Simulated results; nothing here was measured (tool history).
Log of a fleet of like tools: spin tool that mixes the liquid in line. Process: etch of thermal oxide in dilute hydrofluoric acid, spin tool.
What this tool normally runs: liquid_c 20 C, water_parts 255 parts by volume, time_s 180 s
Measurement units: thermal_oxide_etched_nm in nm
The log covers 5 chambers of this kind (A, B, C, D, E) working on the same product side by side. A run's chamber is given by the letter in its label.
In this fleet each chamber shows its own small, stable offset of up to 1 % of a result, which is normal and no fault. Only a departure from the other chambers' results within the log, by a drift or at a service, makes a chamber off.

| run | hour | liquid_c | water_parts | time_s | hours since the thermometer was replaced | hours since the hydrofluoric acid flow meter was replaced | read-back film thickness of the thermal oxide reference wafer, read on the same gauge (nm) | thermal_oxide_etched_nm |
|---|---|---|---|---|---|---|---|---|
| 1D | 11.1 | 20 | 255 | 180 | 167.5 | 819.8 | 139.96 | 2.4633 |
| 2B | 22.5 | 20 | 255 | 180 | 617.9 | 652.7 | 140.01 | 2.4319 |
| 3A | 34.8 | 20 | 255 | 180 | 739 | 162 | 139.99 | 2.417 |
| 4C | 40.9 | 20 | 255 | 180 | 691.5 | 194.9 | 139.99 | 2.4619 |
| 5E | 49.3 | 20 | 255 | 180 | 148.9 | 156.1 | 139.96 | 2.4643 |
| 6D | 55.8 | 20 | 255 | 180 | 212.2 | 864.5 | 139.99 | 2.4787 |
| 7C | 63.9 | 20 | 255 | 180 | 714.5 | 217.9 | 139.97 | 2.4142 |
| 8E | 71.7 | 20 | 255 | 180 | 171.3 | 178.5 | 140.01 | 2.4805 |
| 9B | 81.5 | 20 | 255 | 180 | 676.9 | 711.7 | 139.99 | 2.4214 |
| 10A | 91 | 20 | 255 | 180 | 795.2 | 218.2 | 139.98 | 2.4394 |
| 11E | 101.6 | 20 | 255 | 180 | 201.2 | 208.4 | 139.98 | 2.4559 |
|  | 113 | chamber B: hydrofluoric acid flow meter replaced |
| 12A | 114.8 | 20 | 255 | 180 | 819 | 242 | 139.98 | 2.397 |
| 13D | 128.3 | 20 | 255 | 180 | 284.7 | 937 | 139.98 | 2.4473 |
| 14C | 134.7 | 20 | 255 | 180 | 785.3 | 288.7 | 140.03 | 2.4555 |
| 15B | 140.8 | 20 | 255 | 180 | 736.2 | 27.9 | 140.03 | 2.4375 |
| 16B | 147.7 | 17 | 255 | 285 | 743.1 | 34.8 | 139.98 | 3.4513 |
|  | 147.9 | chamber C: thermometer replaced |
| 17E | 160.7 | 17 | 255 | 285 | 260.3 | 267.5 | 140.01 | 3.4583 |
| 18C | 166.7 | 17 | 255 | 285 | 18.8 | 320.7 | 139.97 | 3.4726 |
| 19D | 173.6 | 17 | 255 | 285 | 330 | 982.3 | 140.01 | 3.4346 |
| 20A | 182.2 | 17 | 255 | 285 | 886.4 | 309.4 | 140.01 | 3.4168 |
| 21B | 195.3 | 20 | 255 | 180 | 790.7 | 82.4 | 139.98 | 2.4436 |
| 22E | 207.1 | 22 | 375 | 180 | 306.7 | 313.9 | 139.99 | 1.6306 |
| 23C | 216.8 | 22 | 375 | 180 | 68.9 | 370.8 | 140 | 1.6028 |
| 24D | 223.7 | 22 | 375 | 180 | 380.1 | 1032.4 | 140.01 | 1.6012 |
| 25A | 232.9 | 22 | 375 | 180 | 937.1 | 360.1 | 140 | 1.6116 |
| 26B | 243.6 | 22 | 375 | 180 | 839 | 130.7 | 140 | 1.6286 |
| 27D | 254.3 | 20 | 255 | 180 | 410.7 | 1063 | 140 | 2.4047 |
| 28C | 261.1 | 20 | 255 | 180 | 113.2 | 415.1 | 140.02 | 2.4654 |
| 29A | 269.9 | 20 | 255 | 180 | 974.1 | 397.1 | 140 | 2.4357 |
|  | 275 | chamber C: hydrofluoric acid flow meter replaced |
| 30E | 276.9 | 20 | 255 | 180 | 376.5 | 383.7 | 139.98 | 2.4655 |
| 31B | 284.2 | 20 | 255 | 180 | 879.6 | 171.3 | 139.97 | 2.4376 |
| 32D | 292.9 | 20 | 255 | 180 | 449.3 | 1101.6 | 140 | 2.4259 |
| 33A | 301.8 | 20 | 255 | 180 | 1006 | 429 | 139.98 | 2.4588 |
| 34E | 314 | 20 | 255 | 180 | 413.6 | 420.8 | 140.04 | 2.4681 |
| 35C | 327.3 | 20 | 255 | 180 | 179.4 | 52.4 | 139.98 | 2.4261 |
| 36A | 340.8 | 20 | 255 | 180 | 1045 | 468 | 140 | 2.4282 |

Predict what each chamber gives when all 5 of them run the settings below next.
| 37A | 350.5 | 22.5 | 255 | 180 |  |  |  | ? |
| 37B | 350.5 | 22.5 | 255 | 180 |  |  |  | ? |
| 37C | 350.5 | 22.5 | 255 | 180 |  |  |  | ? |
| 37D | 350.5 | 22.5 | 255 | 180 |  |  |  | ? |
| 37E | 350.5 | 22.5 | 255 | 180 |  |  |  | ? |

| run | thermal_oxide_etched_nm |
|---|---|
| 37A | 2.6825 |
| 37B | 2.6593 |
| 37C | 2.6671 |
| 37D | 2.7047 |
| 37E | 2.707 |
